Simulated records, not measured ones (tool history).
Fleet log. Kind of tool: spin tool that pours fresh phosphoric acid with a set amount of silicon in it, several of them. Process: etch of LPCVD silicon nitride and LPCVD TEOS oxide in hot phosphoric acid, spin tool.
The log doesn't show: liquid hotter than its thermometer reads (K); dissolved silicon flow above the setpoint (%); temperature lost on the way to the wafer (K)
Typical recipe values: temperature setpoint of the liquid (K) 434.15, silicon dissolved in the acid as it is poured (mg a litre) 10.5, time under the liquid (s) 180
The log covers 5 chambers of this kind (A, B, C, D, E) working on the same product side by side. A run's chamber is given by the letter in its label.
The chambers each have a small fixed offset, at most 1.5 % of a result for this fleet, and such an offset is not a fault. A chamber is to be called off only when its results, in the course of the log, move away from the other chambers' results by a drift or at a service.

run  hour  temperature setpoint of the liquid (K)  silicon dissolved in the acid as it is poured (mg a litre)  time under the liquid (s)  hours since the thermometer was replaced  hours since the dissolved silicon flow meter was replaced  hours since the heated supply line was repaired  read-back film thickness of the LPCVD silicon nitride reference wafer, read on the same gauge (nm)  read-back film thickness of the LPCVD TEOS oxide reference wafer, read on the same gauge (nm)  thickness taken off the LPCVD silicon nitride on a monitor wafer (Å)  thickness taken off the LPCVD TEOS oxide on a monitor wafer (Å)
 1B   2.9                                  434.15                                                        10.5                        180                                     236.0                                                     1355.9                                            247.8                                                                                              60.015                                                                                         70.024                                                                176.82                                                           3.7006
 2E   6.2                                  434.15                                                        10.5                        180                                     761.8                                                      625.0                                           3030.2                                                                                              60.009                                                                                         70.017                                                                178.63                                                           2.8776
 3A  10.0                                  434.15                                                        10.5                        180                                    1971.8                                                       17.0                                            212.3                                                                                              60.003                                                                                         70.006                                                                180.29                                                           3.2612
 4C  12.7                                  434.15                                                        10.5                        180                                     947.6                                                      384.5                                            369.9                                                                                              59.965                                                                                         70.016                                                                178.90                                                           3.2562
 5D  16.3                                  434.15                                                        10.5                        180                                    1362.3                                                      232.9                                            947.5                                                                                              60.005                                                                                         70.034                                                                179.07                                                           3.8260
 6C  19.8                                  434.15                                                         7.0                        275                                     954.7                                                      391.6                                            377.0                                                                                              59.970                                                                                         69.971                                                                272.99                                                           5.2352
 7B  23.2                                  434.15                                                         7.0                        275                                     256.3                                                     1376.2                                            268.1                                                                                              59.968                                                                                         69.965                                                                272.41                                                           6.5749
 8D  26.3                                  434.15                                                         7.0                        275                                    1372.3                                                      242.9                                            957.5                                                                                              59.992                                                                                         69.997                                                                275.07                                                           4.9380
 9A  29.1                                  434.15                                                         7.0                        275                                    1990.9                                                       36.1                                            231.4                                                                                              59.973                                                                                         69.988                                                                271.22                                                           5.1779
10E  32.8                                  434.15                                                         7.0                        275                                     788.4                                                      651.6                                           3056.8                                                                                              60.004                                                                                         69.982                                                                271.64                                                           5.3064
11D  37.1                                  434.15                                                        10.5                        180                                    1383.1                                                      253.7                                            968.3                                                                                              59.997                                                                                         69.971                                                                182.19                                                           3.2684
12A  39.8                                  434.15                                                        10.5                        180                                    2001.6                                                       46.8                                            242.1                                                                                              59.965                                                                                         69.997                                                                182.26                                                           3.4964
13C  44.1                                  434.15                                                        10.5                        180                                     979.0                                                      415.9                                            401.3                                                                                              60.064                                                                                         70.028                                                                178.56                                                           3.1635
14B  46.4                                  434.15                                                        10.5                        180                                     279.5                                                     1399.4                                            291.3                                                                                              59.961                                                                                         70.014                                                                177.30                                                           2.6889
15E  48.8                                  434.15                                                        17.0                        180                                     804.4                                                      667.6                                           3072.8                                                                                              59.964                                                                                         69.979                                                                179.04                                                           2.3901
16B  52.0                                  434.15                                                        17.0                        180                                     285.1                                                     1405.0                                            296.9                                                                                              59.978                                                                                         69.985                                                                178.98                                                           2.7697
17A  56.0                                  434.15                                                        17.0                        180                                    2017.8                                                       63.0                                            258.3                                                                                              59.961                                                                                         70.048                                                                182.78                                                           3.3195
18C  60.2                                  434.15                                                        17.0                        180                                     995.1                                                      432.0                                            417.4                                                                                              59.988                                                                                         69.987                                                                179.43                                                           2.7515
19E  62.6                                  434.15                                                        17.0                        180                                     818.2                                                      681.4                                           3086.6                                                                                              59.990                                                                                         70.014                                                                178.25                                                           2.4447
20D  66.5                                  434.15                                                        10.5                        180                                    1412.5                                                      283.1                                            997.7                                                                                              59.979                                                                                         69.983                                                                179.69                                                           3.5295
21D  70.5                                  434.15                                                        10.5                        180                                    1416.5                                                      287.1                                           1001.7                                                                                              59.973                                                                                         69.972                                                                180.95                                                           2.8488
22E  74.0                                  434.15                                                        10.5                        180                                     829.6                                                      692.8                                           3098.0                                                                                              60.043                                                                                         70.010                                                                179.31                                                           2.7463
23C  77.4                                  435.65                                                        10.5                        230                                    1012.3                                                      449.2                                            434.6                                                                                              59.990                                                                                         69.998                                                                241.28                                                           4.8865
24B  81.5                                  435.65                                                        10.5                        230                                     314.6                                                     1434.5                                            326.4                                                                                              59.985                                                                                         69.993                                                                239.29                                                           4.9318
25A  83.8                                  435.65                                                        10.5                        230                                    2045.6                                                       90.8                                            286.1                                                                                              60.019                                                                                         70.005                                                                242.64                                                           4.8785
26D  85.9                                  435.65                                                        10.5                        230                                    1431.9                                                      302.5                                           1017.1                                                                                              60.001                                                                                         69.978                                                                241.57                                                           4.5051
27C  90.3                                  435.65                                                        10.5                        230                                    1025.2                                                      462.1                                            447.5                                                                                              60.009                                                                                         70.035                                                                242.08                                                           5.2071
28A  92.4                                  434.15                                                        10.5                        180                                    2054.2                                                       99.4                                            294.7                                                                                              60.004                                                                                         69.987                                                                181.49                                                           3.4003
29B  95.0                                  434.15                                                        18.5                        180                                     328.1                                                     1448.0                                            339.9                                                                                              59.995                                                                                         69.993                                                                179.35                                                           2.3705
30E  97.0                                  434.15                                                        18.5                        180                                     852.6                                                      715.8                                           3121.0                                                                                              60.034                                                                                         70.011                                                                179.39                                                           2.6371

Which is it: a chamber that has drifted or been left off by a service, a gauge drift common to all chambers, or only each chamber's usual small offset? If a chamber is off, name it and its likeliest cause.

No chamber is off and the gauge is stable; the differences are just each chamber's small, constant offset.
